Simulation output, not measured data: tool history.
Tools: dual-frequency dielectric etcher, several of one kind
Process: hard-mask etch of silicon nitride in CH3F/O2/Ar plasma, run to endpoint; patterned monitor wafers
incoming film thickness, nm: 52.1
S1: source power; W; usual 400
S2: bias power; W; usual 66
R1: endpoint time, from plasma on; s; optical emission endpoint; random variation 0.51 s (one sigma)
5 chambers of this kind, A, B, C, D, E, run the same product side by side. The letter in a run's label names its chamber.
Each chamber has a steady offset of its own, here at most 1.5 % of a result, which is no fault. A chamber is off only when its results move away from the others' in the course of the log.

run   hour   S1  S2      R1
       1.4  -- chamber A: wet clean of the chamber
 1A    5.9  400  66  79.274
 2C    8.7  400  66  78.346
 3E   11.4  400  66  77.225
 4B   15.2  400  66  77.344
 5D   18.8  400  66  77.605
 6C   21.9  400  66  78.108
      23.6  -- chamber E: bias power generator calibrated
 7B   24.5  400  66  77.585
 8A   29.7  400  66  77.878
 9E   35.4  400  66  76.345
10D   39.4  400  66  77.814
      42.5  -- chamber D: wet clean of the chamber
11D     43  330  66  83.599
12B   47.7  330  66  84.003
13A   50.3  330  66  83.921
14C   53.4  330  66  84.096
15E   56.4  330  66  82.624
16D   62.4  400  66  78.442
17C   66.4  400  66  78.221
18E   69.1  400  66  76.036
19B   73.4  450  66  74.663
20A   78.7  450  66  74.459
21B   84.6  450  66  74.016
22D   87.2  450  66  75.024
23C   91.1  450  66  75.262
24E   95.9  400  66  76.383
25A   99.1  400  66  78.756
26C    105  400  66  78.279
27A  108.9  400  66  77.574
28E  112.4  400  66  76.669
29B  117.1  400  66  77.708
30D  122.4  400  66   77.59
31B  126.3  400  66  77.842
32A  130.7  400  66  77.747
33D  134.1  400  66  77.925

What goes on in this fleet: one chamber off, a drifting gauge, or nothing beyond the chambers' own small offsets? Name the chamber and the cause, if any.

No chamber stands off beyond its own small offset, and the gauge holds steady.
